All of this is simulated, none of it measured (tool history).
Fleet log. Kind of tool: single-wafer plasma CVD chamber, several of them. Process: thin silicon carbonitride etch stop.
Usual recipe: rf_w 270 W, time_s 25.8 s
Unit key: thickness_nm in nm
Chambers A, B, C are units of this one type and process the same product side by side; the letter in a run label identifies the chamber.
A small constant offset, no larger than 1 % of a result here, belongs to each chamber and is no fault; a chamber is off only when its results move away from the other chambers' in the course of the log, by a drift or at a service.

run,hour,rf_w,time_s,hours since the last thermocouple change,hours since the last RF generator calibration,"read-back reference wafer on the same gauge, thickness_nm",thickness_nm
1C,8.2,270,25.8,2131.1,373,16.191,16.148
2A,19,270,25.8,408.9,1012.3,16.192,15.983
3B,29.9,270,25.8,1205.1,1455.2,16.202,16.146
4C,37,270,25.8,2159.9,401.8,16.208,16.329
5A,44.6,270,25.8,434.5,1037.9,16.203,16.036
6B,50.7,270,25.8,1225.9,1476,16.201,16.074
7C,58.1,270,25.8,2181,422.9,16.176,16.073
# hour 64.3: chamber A: RF generator calibrated
8B,64.5,270,25.8,1239.7,1489.8,16.19,15.891
9A,72.4,270,25.8,462.3,8.1,16.215,16.003
10A,80.3,270,25.8,470.2,16,16.192,15.934
11B,91.6,270,25.8,1266.8,1516.9,16.189,16.12
12C,104.1,270,25.8,2227,468.9,16.199,16.053
13A,116,270,25.8,505.9,51.7,16.207,16.144
14C,122.6,270,25.8,2245.5,487.4,16.211,16.142
15B,134.2,270,20.8,1309.4,1559.5,16.193,13.01
16A,139.8,270,20.8,529.7,75.5,16.197,12.914
17B,151.7,270,20.8,1326.9,1577,16.183,12.992
18C,161.4,270,25.8,2284.3,526.2,16.221,16.154
19A,168.2,270,25.8,558.1,103.9,16.216,16.052
20B,178.4,270,25.8,1353.6,1603.7,16.202,16.074

Next, every chamber runs the same settings. What will each give?
21A,187.4,270,30.6,,,,?
21B,187.4,270,30.6,,,,?
21C,187.4,270,30.6,,,,?

run,thickness_nm
21A,18.983
21B,19.145
21C,19.052
